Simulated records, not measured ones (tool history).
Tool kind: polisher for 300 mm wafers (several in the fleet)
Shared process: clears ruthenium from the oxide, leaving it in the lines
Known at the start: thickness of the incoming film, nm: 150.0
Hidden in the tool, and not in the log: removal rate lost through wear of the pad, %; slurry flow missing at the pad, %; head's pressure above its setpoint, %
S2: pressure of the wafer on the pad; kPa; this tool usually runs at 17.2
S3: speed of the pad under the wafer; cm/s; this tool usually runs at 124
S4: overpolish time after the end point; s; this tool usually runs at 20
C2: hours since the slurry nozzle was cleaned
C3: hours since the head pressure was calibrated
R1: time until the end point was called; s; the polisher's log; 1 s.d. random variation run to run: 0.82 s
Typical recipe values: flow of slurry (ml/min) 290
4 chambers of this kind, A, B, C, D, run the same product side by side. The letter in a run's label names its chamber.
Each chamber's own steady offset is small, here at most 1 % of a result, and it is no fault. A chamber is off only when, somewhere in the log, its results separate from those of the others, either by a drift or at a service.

run 1B day=0.171 | flow_of_slurry_(ml/min)=290 S2=17.2 S3=124 S4=20 | wafers_polished_on_this_pad=443 C2=267.3 C3=78.1 | R1=72.566
-- day=0.338 chamber C: slurry nozzle cleaned
run 2A day=0.383 | flow_of_slurry_(ml/min)=290 S2=17.2 S3=124 S4=20 | wafers_polished_on_this_pad=194 C2=118.4 C3=989.6 | R1=70.855
-- day=0.475 chamber C: head pressure recalibrated
-- day=0.592 chamber D: worn pad replaced by a new one
run 3C day=0.604 | flow_of_slurry_(ml/min)=290 S2=17.2 S3=124 S4=20 | wafers_polished_on_this_pad=818 C2=6.5 C3=3.1 | R1=72.27
run 4D day=0.758 | flow_of_slurry_(ml/min)=290 S2=17.2 S3=124 S4=20 | wafers_polished_on_this_pad=25 C2=458.7 C3=833.3 | R1=70.743
run 5D day=0.892 | flow_of_slurry_(ml/min)=290 S2=17.2 S3=124 S4=20 | wafers_polished_on_this_pad=46 C2=461.9 C3=836.5 | R1=72.317
run 6C day=1.15 | flow_of_slurry_(ml/min)=290 S2=17.2 S3=124 S4=20 | wafers_polished_on_this_pad=901 C2=19.6 C3=16.2 | R1=72.893
run 7B day=1.288 | flow_of_slurry_(ml/min)=290 S2=17.2 S3=124 S4=29 | wafers_polished_on_this_pad=614 C2=294.1 C3=104.9 | R1=72.297
run 8A day=1.525 | flow_of_slurry_(ml/min)=290 S2=17.2 S3=124 S4=29 | wafers_polished_on_this_pad=368 C2=145.8 C3=1017 | R1=70.971
run 9B day=1.683 | flow_of_slurry_(ml/min)=290 S2=17.2 S3=124 S4=29 | wafers_polished_on_this_pad=674 C2=303.6 C3=114.4 | R1=72.517
run 10C day=1.879 | flow_of_slurry_(ml/min)=290 S2=17.2 S3=124 S4=29 | wafers_polished_on_this_pad=1013 C2=37.1 C3=33.7 | R1=72.697
run 11A day=2.088 | flow_of_slurry_(ml/min)=290 S2=17.2 S3=124 S4=20 | wafers_polished_on_this_pad=454 C2=159.3 C3=1030.5 | R1=72.423
run 12D day=2.254 | flow_of_slurry_(ml/min)=290 S2=17.2 S3=124 S4=20 | wafers_polished_on_this_pad=254 C2=494.6 C3=869.2 | R1=72.288
run 13C day=2.425 | flow_of_slurry_(ml/min)=290 S2=17.2 S3=124 S4=20 | wafers_polished_on_this_pad=1096 C2=50.2 C3=46.8 | R1=72.031
run 14D day=2.617 | flow_of_slurry_(ml/min)=290 S2=17.2 S3=124 S4=20 | wafers_polished_on_this_pad=309 C2=503.3 C3=877.9 | R1=72.36
-- day=2.633 chamber C: worn pad replaced by a new one
run 15B day=2.867 | flow_of_slurry_(ml/min)=290 S2=17.2 S3=124 S4=20 | wafers_polished_on_this_pad=855 C2=332 C3=142.8 | R1=72.461
run 16A day=3.008 | flow_of_slurry_(ml/min)=290 S2=17.2 S3=124 S4=20 | wafers_polished_on_this_pad=595 C2=181.4 C3=1052.6 | R1=72.137
-- day=3.046 chamber B: worn pad replaced by a new one
run 17B day=3.233 | flow_of_slurry_(ml/min)=290 S2=22.8 S3=86 S4=20 | wafers_polished_on_this_pad=28 C2=340.8 C3=151.6 | R1=78.941
run 18C day=3.383 | flow_of_slurry_(ml/min)=290 S2=22.8 S3=86 S4=20 | wafers_polished_on_this_pad=115 C2=73.2 C3=69.8 | R1=79.964
run 19A day=3.617 | flow_of_slurry_(ml/min)=290 S2=22.8 S3=86 S4=20 | wafers_polished_on_this_pad=688 C2=196 C3=1067.2 | R1=80.314
run 20D day=3.767 | flow_of_slurry_(ml/min)=290 S2=22.8 S3=86 S4=20 | wafers_polished_on_this_pad=485 C2=530.9 C3=905.5 | R1=77.189
run 21C day=3.954 | flow_of_slurry_(ml/min)=290 S2=17.2 S3=124 S4=20 | wafers_polished_on_this_pad=202 C2=86.9 C3=83.5 | R1=72.988
run 22D day=4.2 | flow_of_slurry_(ml/min)=290 S2=17.2 S3=124 S4=20 | wafers_polished_on_this_pad=551 C2=541.3 C3=915.9 | R1=72.106
run 23A day=4.321 | flow_of_slurry_(ml/min)=290 S2=17.2 S3=124 S4=20 | wafers_polished_on_this_pad=796 C2=212.9 C3=1084.1 | R1=73.529
run 24B day=4.562 | flow_of_slurry_(ml/min)=290 S2=17.2 S3=124 S4=20 | wafers_polished_on_this_pad=232 C2=372.7 C3=183.5 | R1=72.295
run 25B day=4.792 | flow_of_slurry_(ml/min)=345 S2=17.2 S3=124 S4=20 | wafers_polished_on_this_pad=267 C2=378.2 C3=189 | R1=69.226
run 26D day=5.008 | flow_of_slurry_(ml/min)=345 S2=17.2 S3=124 S4=20 | wafers_polished_on_this_pad=675 C2=560.7 C3=935.3 | R1=71.832
run 27C day=5.133 | flow_of_slurry_(ml/min)=345 S2=17.2 S3=124 S4=20 | wafers_polished_on_this_pad=382 C2=115.2 C3=111.8 | R1=71.288
run 28A day=5.379 | flow_of_slurry_(ml/min)=345 S2=17.2 S3=124 S4=20 | wafers_polished_on_this_pad=958 C2=238.3 C3=1109.5 | R1=74.488
run 29D day=5.596 | flow_of_slurry_(ml/min)=290 S2=17.2 S3=124 S4=20 | wafers_polished_on_this_pad=765 C2=574.8 C3=949.4 | R1=71.286
-- day=5.858 chamber D: head pressure recalibrated
run 30A day=5.862 | flow_of_slurry_(ml/min)=290 S2=17.2 S3=124 S4=20 | wafers_polished_on_this_pad=1031 C2=249.9 C3=1121.1 | R1=74.93
run 31C day=6.104 | flow_of_slurry_(ml/min)=290 S2=17.2 S3=124 S4=20 | wafers_polished_on_this_pad=531 C2=138.5 C3=135.1 | R1=71.857
run 32B day=6.312 | flow_of_slurry_(ml/min)=290 S2=17.2 S3=124 S4=20 | wafers_polished_on_this_pad=499 C2=414.7 C3=225.5 | R1=72.08
run 33D day=6.429 | flow_of_slurry_(ml/min)=290 S2=17.2 S3=124 S4=20 | wafers_polished_on_this_pad=892 C2=594.8 C3=13.8 | R1=72.22
run 34C day=6.625 | flow_of_slurry_(ml/min)=370 S2=17.2 S3=124 S4=29 | wafers_polished_on_this_pad=610 C2=151 C3=147.6 | R1=70.453
run 35A day=6.746 | flow_of_slurry_(ml/min)=370 S2=17.2 S3=124 S4=29 | wafers_polished_on_this_pad=1166 C2=271.1 C3=1142.3 | R1=74.846
run 36B day=7.008 | flow_of_slurry_(ml/min)=370 S2=17.2 S3=124 S4=29 | wafers_polished_on_this_pad=606 C2=431.4 C3=242.2 | R1=68.894
run 37A day=7.262 | flow_of_slurry_(ml/min)=370 S2=17.2 S3=124 S4=29 | wafers_polished_on_this_pad=1245 C2=283.5 C3=1154.7 | R1=76.762

Next, all 4 chambers run the settings below, one line each with question marks for the results. What does each chamber give?
run 38A day=7.454 | flow_of_slurry_(ml/min)=290 S2=17.2 S3=124 S4=15 | R1=?
run 38B day=7.454 | flow_of_slurry_(ml/min)=290 S2=17.2 S3=124 S4=15 | R1=?
run 38C day=7.454 | flow_of_slurry_(ml/min)=290 S2=17.2 S3=124 S4=15 | R1=?
run 38D day=7.454 | flow_of_slurry_(ml/min)=290 S2=17.2 S3=124 S4=15 | R1=?

run=38A R1=79.249
run=38B R1=73.405
run=38C R1=69.866
run=38D R1=71.748
